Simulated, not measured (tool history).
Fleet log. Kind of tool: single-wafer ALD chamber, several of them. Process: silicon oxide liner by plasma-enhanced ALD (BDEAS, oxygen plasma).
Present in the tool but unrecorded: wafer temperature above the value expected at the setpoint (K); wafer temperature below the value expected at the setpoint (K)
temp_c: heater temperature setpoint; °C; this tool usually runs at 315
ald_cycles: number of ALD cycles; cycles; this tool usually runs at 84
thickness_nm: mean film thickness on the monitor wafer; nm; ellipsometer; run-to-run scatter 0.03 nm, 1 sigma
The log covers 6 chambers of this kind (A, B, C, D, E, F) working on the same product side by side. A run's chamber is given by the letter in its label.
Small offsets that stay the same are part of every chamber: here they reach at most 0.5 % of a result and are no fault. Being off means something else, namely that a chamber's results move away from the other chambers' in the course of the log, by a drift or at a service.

run	hour	temp_c	ald_cycles	hours since the last thermocouple change	read-back reference wafer on the same gauge, thickness_nm	thickness_nm
1E	3.4	315	84	1252.3	7.9432	7.6261
2D	8.3	315	84	2288.3	7.9518	7.6709
3A	13.7	315	84	161.9	7.9489	7.6717
4F	17.4	315	84	47.1	7.9545	7.6496
5C	20.7	315	84	833.3	7.9427	7.6640
6B	24.6	315	84	851.1	7.9485	7.6421
7D	29.6	315	84	2309.6	7.9499	7.7228
8C	35.1	315	84	847.7	7.9528	7.6674
9B	37.8	315	84	864.3	7.9558	7.6793
10A	43.7	315	84	191.9	7.9486	7.6143
11E	47.2	315	84	1296.1	7.9510	7.6370
12F	52.1	315	84	81.8	7.9584	7.6351
13D	58.1	315	84	2338.1	7.9416	7.7315
14B	62.7	315	84	889.2	7.9489	7.5904
15A	67.5	315	84	215.7	7.9526	7.7082
# hour 69.7: chamber C: thermocouple changed; heater temperature recalibrated
16F	73.4	315	84	103.1	7.9496	7.6458
# hour 77.6: chamber E: thermocouple changed; heater temperature recalibrated
17E	78.3	315	84	0.7	7.9567	7.6684
18C	82.0	315	84	12.3	7.9536	7.6471
19C	85.2	315	84	15.5	7.9498	7.6860
20D	89.4	315	84	2369.4	7.9512	7.7065
21E	92.9	315	84	15.3	7.9490	7.6484
22A	96.0	315	84	244.2	7.9565	7.6834
23B	99.9	315	84	926.4	7.9494	7.5593
24F	105.2	315	84	134.9	7.9455	7.5783
25C	108.7	327	84	39.0	7.9605	7.5494
26A	113.6	327	84	261.8	7.9505	7.5503
27D	119.1	327	84	2399.1	7.9456	7.5683
28F	122.5	327	84	152.2	7.9530	7.4413
29E	128.4	327	84	50.8	7.9595	7.4440
30B	133.9	327	84	960.4	7.9562	7.4752
31A	136.6	315	84	284.8	7.9442	7.6760
32B	139.1	315	84	965.6	7.9534	7.6741
33C	145.0	315	84	75.3	7.9545	7.6840
34D	148.3	302	96	2428.3	7.9562	8.9428
35E	153.1	302	96	75.5	7.9476	8.9150
36F	158.0	302	96	187.7	7.9462	8.8865
37A	163.2	302	96	311.4	7.9519	8.8750
38C	165.9	302	96	96.2	7.9577	8.8969
39F	171.1	302	96	200.8	7.9531	8.9106
40E	176.2	315	84	98.6	7.9530	7.6206
41D	181.9	315	84	2461.9	7.9485	7.6848
42B	187.1	304	96	1013.6	7.9472	8.8562
43C	192.6	304	96	122.9	7.9524	8.8778

Next, every chamber runs the same settings. What will each give?
44A	196.9	315	76			?
44B	196.9	315	76			?
44C	196.9	315	76			?
44D	196.9	315	76			?
44E	196.9	315	76			?
44F	196.9	315	76			?

run	thickness_nm
44A	6.9374
44B	6.9125
44C	6.9139
44D	6.9433
44E	6.8983
44F	6.8887

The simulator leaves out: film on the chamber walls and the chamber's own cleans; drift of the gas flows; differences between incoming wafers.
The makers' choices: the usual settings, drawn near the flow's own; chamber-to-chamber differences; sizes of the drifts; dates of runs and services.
